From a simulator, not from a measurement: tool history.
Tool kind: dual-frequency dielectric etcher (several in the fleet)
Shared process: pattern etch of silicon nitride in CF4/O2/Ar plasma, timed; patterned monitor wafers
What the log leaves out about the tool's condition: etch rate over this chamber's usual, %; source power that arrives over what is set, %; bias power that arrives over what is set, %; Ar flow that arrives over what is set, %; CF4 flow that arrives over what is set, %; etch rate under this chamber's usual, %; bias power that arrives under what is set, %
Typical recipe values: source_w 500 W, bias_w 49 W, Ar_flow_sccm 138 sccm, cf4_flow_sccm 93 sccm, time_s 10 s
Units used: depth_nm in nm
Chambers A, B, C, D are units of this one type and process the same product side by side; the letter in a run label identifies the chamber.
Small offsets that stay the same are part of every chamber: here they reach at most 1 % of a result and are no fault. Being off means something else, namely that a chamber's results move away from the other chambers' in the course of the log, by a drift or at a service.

| run | hour | source_w | bias_w | Ar_flow_sccm | cf4_flow_sccm | time_s | hours since the last wet clean | hours since the last source power generator calibration | hours since the last bias power generator calibration | hours since the last Ar flow controller change | hours since the last CF4 flow controller change | read-back reference wafer on the same gauge, depth_nm | depth_nm |
|---|---|---|---|---|---|---|---|---|---|---|---|---|---|
| 1D | 3.1 | 500 | 49 | 138 | 93 | 10 | 155.4 | 708.5 | 263.6 | 5320.4 | 1193.8 | 15.721 | 17.775 |
|  | 4.2 | chamber D: Ar flow controller replaced |
| 2A | 9.8 | 500 | 49 | 138 | 93 | 10 | 424.4 | 1134.2 | 1134.8 | 64.2 | 717.2 | 15.698 | 17.759 |
| 3C | 14.4 | 500 | 49 | 138 | 93 | 10 | 254.7 | 3421.4 | 1446.3 | 3445.4 | 1278.2 | 15.675 | 17.64 |
| 4B | 20.2 | 500 | 49 | 138 | 93 | 10 | 28.3 | 1507.5 | 2534.9 | 235.9 | 1892.9 | 15.706 | 17.835 |
| 5D | 26.8 | 500 | 49 | 138 | 93 | 10 | 179.1 | 732.2 | 287.3 | 22.6 | 1217.5 | 15.711 | 17.911 |
| 6C | 32.5 | 500 | 49 | 138 | 93 | 10 | 272.8 | 3439.5 | 1464.4 | 3463.5 | 1296.3 | 15.696 | 17.611 |
| 7A | 35.7 | 500 | 49 | 138 | 93 | 10 | 450.3 | 1160.1 | 1160.7 | 90.1 | 743.1 | 15.732 | 18.036 |
| 8B | 39.8 | 500 | 49 | 138 | 93 | 10 | 47.9 | 1527.1 | 2554.5 | 255.5 | 1912.5 | 15.718 | 17.902 |
| 9A | 45.8 | 500 | 49 | 138 | 93 | 10 | 460.4 | 1170.2 | 1170.8 | 100.2 | 753.2 | 15.693 | 18.073 |
| 10D | 49.1 | 500 | 49 | 138 | 93 | 10 | 201.4 | 754.5 | 309.6 | 44.9 | 1239.8 | 15.723 | 17.673 |
| 11B | 53.6 | 500 | 49 | 138 | 93 | 10 | 61.7 | 1540.9 | 2568.3 | 269.3 | 1926.3 | 15.68 | 18.106 |
| 12C | 56.7 | 500 | 49 | 138 | 93 | 10 | 297 | 3463.7 | 1488.6 | 3487.7 | 1320.5 | 15.739 | 17.715 |
| 13C | 61.3 | 500 | 49 | 138 | 93 | 10 | 301.6 | 3468.3 | 1493.2 | 3492.3 | 1325.1 | 15.71 | 17.619 |
| 14D | 64.8 | 500 | 49 | 138 | 93 | 10 | 217.1 | 770.2 | 325.3 | 60.6 | 1255.5 | 15.709 | 17.851 |
| 15A | 68.7 | 500 | 49 | 138 | 93 | 10 | 483.3 | 1193.1 | 1193.7 | 123.1 | 776.1 | 15.706 | 17.906 |
| 16B | 73.8 | 500 | 49 | 138 | 93 | 10 | 81.9 | 1561.1 | 2588.5 | 289.5 | 1946.5 | 15.688 | 17.889 |
| 17D | 80.1 | 500 | 49 | 138 | 93 | 10 | 232.4 | 785.5 | 340.6 | 75.9 | 1270.8 | 15.67 | 17.758 |
| 18C | 85.7 | 500 | 49 | 138 | 93 | 10 | 326 | 3492.7 | 1517.6 | 3516.7 | 1349.5 | 15.718 | 17.731 |
| 19B | 91.5 | 500 | 49 | 138 | 93 | 10 | 99.6 | 1578.8 | 2606.2 | 307.2 | 1964.2 | 15.718 | 17.775 |
| 20A | 94.6 | 500 | 49 | 138 | 93 | 10 | 509.2 | 1219 | 1219.6 | 149 | 802 | 15.698 | 18.148 |
| 21B | 101.1 | 500 | 49 | 138 | 93 | 10 | 109.2 | 1588.4 | 2615.8 | 316.8 | 1973.8 | 15.696 | 17.931 |
| 22A | 105.7 | 430 | 49 | 138 | 93 | 10 | 520.3 | 1230.1 | 1230.7 | 160.1 | 813.1 | 15.724 | 15.949 |
| 23D | 111 | 430 | 49 | 138 | 93 | 10 | 263.3 | 816.4 | 371.5 | 106.8 | 1301.7 | 15.704 | 15.585 |
| 24C | 115.9 | 430 | 49 | 138 | 93 | 10 | 356.2 | 3522.9 | 1547.8 | 3546.9 | 1379.7 | 15.686 | 15.624 |
| 25D | 121.8 | 430 | 49 | 138 | 93 | 10 | 274.1 | 827.2 | 382.3 | 117.6 | 1312.5 | 15.687 | 15.679 |
|  | 124.2 | chamber C: wet clean of the chamber |
| 26A | 127 | 500 | 49 | 138 | 93 | 10 | 541.6 | 1251.4 | 1252 | 181.4 | 834.4 | 15.693 | 17.975 |
| 27B | 131.5 | 500 | 49 | 138 | 93 | 10 | 139.6 | 1618.8 | 2646.2 | 347.2 | 2004.2 | 15.703 | 17.993 |
|  | 134.8 | chamber C: Ar flow controller replaced |
| 28C | 136.4 | 500 | 49 | 138 | 93 | 10 | 12.3 | 3543.4 | 1568.3 | 1.7 | 1400.2 | 15.694 | 17.788 |
| 29D | 140.4 | 420 | 49 | 138 | 93 | 11 | 292.7 | 845.8 | 400.9 | 136.2 | 1331.1 | 15.726 | 16.703 |

Read the log: is a single chamber off, either drifting away or since a service, is the gauge that measures every chamber drifting, or is nothing wrong beyond small per-chamber offsets? Name any odd chamber and what most likely caused it.

All chambers stay in line apart from their small fixed offsets, and the gauge does not drift.
